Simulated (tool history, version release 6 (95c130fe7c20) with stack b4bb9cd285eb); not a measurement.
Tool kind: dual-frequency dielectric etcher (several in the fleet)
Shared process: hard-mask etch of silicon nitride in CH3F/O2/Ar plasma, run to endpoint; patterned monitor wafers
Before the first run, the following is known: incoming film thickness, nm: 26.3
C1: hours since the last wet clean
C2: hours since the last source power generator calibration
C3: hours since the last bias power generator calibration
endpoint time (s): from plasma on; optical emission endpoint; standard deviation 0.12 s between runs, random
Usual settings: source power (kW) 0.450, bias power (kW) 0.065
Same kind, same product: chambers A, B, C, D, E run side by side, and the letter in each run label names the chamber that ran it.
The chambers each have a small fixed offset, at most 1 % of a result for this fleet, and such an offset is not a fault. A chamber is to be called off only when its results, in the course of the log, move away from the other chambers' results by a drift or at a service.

run 1E hour=5.3 | source_power_(kW)=0.450 bias_power_(kW)=0.065 | C1=97.2 C2=1392.3 C3=3486.0 | endpoint_time_(s)=37.513
run 2D hour=9.6 | source_power_(kW)=0.450 bias_power_(kW)=0.065 | C1=253.0 C2=308.1 C3=431.5 | endpoint_time_(s)=38.095
run 3A hour=13.3 | source_power_(kW)=0.450 bias_power_(kW)=0.065 | C1=259.0 C2=1267.1 C3=93.6 | endpoint_time_(s)=37.889
run 4B hour=18.4 | source_power_(kW)=0.450 bias_power_(kW)=0.065 | C1=153.5 C2=1484.4 C3=1417.7 | endpoint_time_(s)=37.563
run 5C hour=22.5 | source_power_(kW)=0.450 bias_power_(kW)=0.065 | C1=379.5 C2=529.5 C3=1960.6 | endpoint_time_(s)=37.460
run 6C hour=27.9 | source_power_(kW)=0.450 bias_power_(kW)=0.065 | C1=384.9 C2=534.9 C3=1966.0 | endpoint_time_(s)=37.719
run 7B hour=31.6 | source_power_(kW)=0.450 bias_power_(kW)=0.065 | C1=166.7 C2=1497.6 C3=1430.9 | endpoint_time_(s)=37.665
run 8D hour=34.5 | source_power_(kW)=0.450 bias_power_(kW)=0.065 | C1=277.9 C2=333.0 C3=456.4 | endpoint_time_(s)=38.051
run 9E hour=40.2 | source_power_(kW)=0.450 bias_power_(kW)=0.065 | C1=132.1 C2=1427.2 C3=3520.9 | endpoint_time_(s)=37.462
run 10A hour=43.6 | source_power_(kW)=0.450 bias_power_(kW)=0.065 | C1=289.3 C2=1297.4 C3=123.9 | endpoint_time_(s)=37.721
run 11C hour=48.4 | source_power_(kW)=0.450 bias_power_(kW)=0.065 | C1=405.4 C2=555.4 C3=1986.5 | endpoint_time_(s)=37.611
run 12A hour=53.6 | source_power_(kW)=0.450 bias_power_(kW)=0.065 | C1=299.3 C2=1307.4 C3=133.9 | endpoint_time_(s)=37.679
run 13D hour=57.8 | source_power_(kW)=0.450 bias_power_(kW)=0.065 | C1=301.2 C2=356.3 C3=479.7 | endpoint_time_(s)=38.169
run 14E hour=61.6 | source_power_(kW)=0.450 bias_power_(kW)=0.065 | C1=153.5 C2=1448.6 C3=3542.3 | endpoint_time_(s)=37.395
run 15B hour=64.5 | source_power_(kW)=0.450 bias_power_(kW)=0.065 | C1=199.6 C2=1530.5 C3=1463.8 | endpoint_time_(s)=37.866
run 16E hour=69.5 | source_power_(kW)=0.370 bias_power_(kW)=0.057 | C1=161.4 C2=1456.5 C3=3550.2 | endpoint_time_(s)=42.290
run 17A hour=74.5 | source_power_(kW)=0.370 bias_power_(kW)=0.057 | C1=320.2 C2=1328.3 C3=154.8 | endpoint_time_(s)=42.731
run 18D hour=77.7 | source_power_(kW)=0.370 bias_power_(kW)=0.057 | C1=321.1 C2=376.2 C3=499.6 | endpoint_time_(s)=42.717
run 19B hour=82.6 | source_power_(kW)=0.370 bias_power_(kW)=0.057 | C1=217.7 C2=1548.6 C3=1481.9 | endpoint_time_(s)=42.883
run 20C hour=87.9 | source_power_(kW)=0.370 bias_power_(kW)=0.057 | C1=444.9 C2=594.9 C3=2026.0 | endpoint_time_(s)=42.167
run 21E hour=92.4 | source_power_(kW)=0.450 bias_power_(kW)=0.065 | C1=184.3 C2=1479.4 C3=3573.1 | endpoint_time_(s)=37.619
run 22C hour=95.1 | source_power_(kW)=0.450 bias_power_(kW)=0.065 | C1=452.1 C2=602.1 C3=2033.2 | endpoint_time_(s)=37.402
run 23D hour=100.7 | source_power_(kW)=0.360 bias_power_(kW)=0.052 | C1=344.1 C2=399.2 C3=522.6 | endpoint_time_(s)=44.727
-- hour=103.2 chamber D: wet clean of the chamber
run 24A hour=103.7 | source_power_(kW)=0.360 bias_power_(kW)=0.052 | C1=349.4 C2=1357.5 C3=184.0 | endpoint_time_(s)=44.383
run 25B hour=108.1 | source_power_(kW)=0.360 bias_power_(kW)=0.052 | C1=243.2 C2=1574.1 C3=1507.4 | endpoint_time_(s)=44.807
run 26A hour=112.7 | source_power_(kW)=0.360 bias_power_(kW)=0.052 | C1=358.4 C2=1366.5 C3=193.0 | endpoint_time_(s)=44.332
run 27C hour=117.9 | source_power_(kW)=0.360 bias_power_(kW)=0.052 | C1=474.9 C2=624.9 C3=2056.0 | endpoint_time_(s)=44.159
run 28D hour=120.5 | source_power_(kW)=0.450 bias_power_(kW)=0.058 | C1=17.3 C2=419.0 C3=542.4 | endpoint_time_(s)=39.524
run 29E hour=125.7 | source_power_(kW)=0.450 bias_power_(kW)=0.058 | C1=217.6 C2=1512.7 C3=3606.4 | endpoint_time_(s)=38.835
run 30B hour=128.2 | source_power_(kW)=0.450 bias_power_(kW)=0.058 | C1=263.3 C2=1594.2 C3=1527.5 | endpoint_time_(s)=39.699
run 31C hour=132.6 | source_power_(kW)=0.450 bias_power_(kW)=0.058 | C1=489.6 C2=639.6 C3=2070.7 | endpoint_time_(s)=38.901
run 32D hour=137.0 | source_power_(kW)=0.450 bias_power_(kW)=0.058 | C1=33.8 C2=435.5 C3=558.9 | endpoint_time_(s)=39.240
run 33B hour=141.4 | source_power_(kW)=0.450 bias_power_(kW)=0.065 | C1=276.5 C2=1607.4 C3=1540.7 | endpoint_time_(s)=38.524
run 34A hour=145.7 | source_power_(kW)=0.450 bias_power_(kW)=0.065 | C1=391.4 C2=1399.5 C3=226.0 | endpoint_time_(s)=37.760
run 35E hour=150.4 | source_power_(kW)=0.450 bias_power_(kW)=0.065 | C1=242.3 C2=1537.4 C3=3631.1 | endpoint_time_(s)=37.449
run 36C hour=154.5 | source_power_(kW)=0.450 bias_power_(kW)=0.065 | C1=511.5 C2=661.5 C3=2092.6 | endpoint_time_(s)=37.657
run 37E hour=160.0 | source_power_(kW)=0.450 bias_power_(kW)=0.065 | C1=251.9 C2=1547.0 C3=3640.7 | endpoint_time_(s)=37.595
-- hour=161.7 chamber A: wet clean of the chamber
run 38B hour=164.2 | source_power_(kW)=0.450 bias_power_(kW)=0.065 | C1=299.3 C2=1630.2 C3=1563.5 | endpoint_time_(s)=38.875
run 39D hour=169.6 | source_power_(kW)=0.450 bias_power_(kW)=0.065 | C1=66.4 C2=468.1 C3=591.5 | endpoint_time_(s)=37.969
run 40A hour=172.3 | source_power_(kW)=0.450 bias_power_(kW)=0.065 | C1=10.6 C2=1426.1 C3=252.6 | endpoint_time_(s)=37.701
run 41B hour=175.6 | source_power_(kW)=0.450 bias_power_(kW)=0.065 | C1=310.7 C2=1641.6 C3=1574.9 | endpoint_time_(s)=39.072

Has any chamber moved away from the others, gradually or after a service, or does the common gauge drift, or do the chambers differ only by their own small steady offsets? State the chamber and the most likely cause if one applies.

Chamber B drifts away from the others.
Cause: etch rate under this chamber's usual, % = 3.57.

Chamber B could run next with any of the 4 candidate recipes listed below; each alters the usual settings, and their results appear as question marks. Which one brings its results back in line with what the other chambers deliver on the usual settings?
In line here means within this much of the mean the other chambers give on the usual settings: endpoint time (s) 0.410
run 42B-1 hour=179.8 | source_power_(kW)=0.450 bias_power_(kW)=0.076 | endpoint_time_(s)=?
run 42B-2 hour=179.8 | source_power_(kW)=0.450 bias_power_(kW)=0.071 | endpoint_time_(s)=?
run 42B-3 hour=179.8 | source_power_(kW)=0.430 bias_power_(kW)=0.062 | endpoint_time_(s)=?
run 42B-4 hour=179.8 | source_power_(kW)=0.410 bias_power_(kW)=0.061 | endpoint_time_(s)=?

On the usual settings, the other chambers give on average: endpoint time (s) 37.699
run=42B-1 endpoint_time_(s)=36.990
run=42B-2 endpoint_time_(s)=37.852
run=42B-3 endpoint_time_(s)=40.274
run=42B-4 endpoint_time_(s)=41.224
42B-2 puts the chamber back in line with the other chambers.
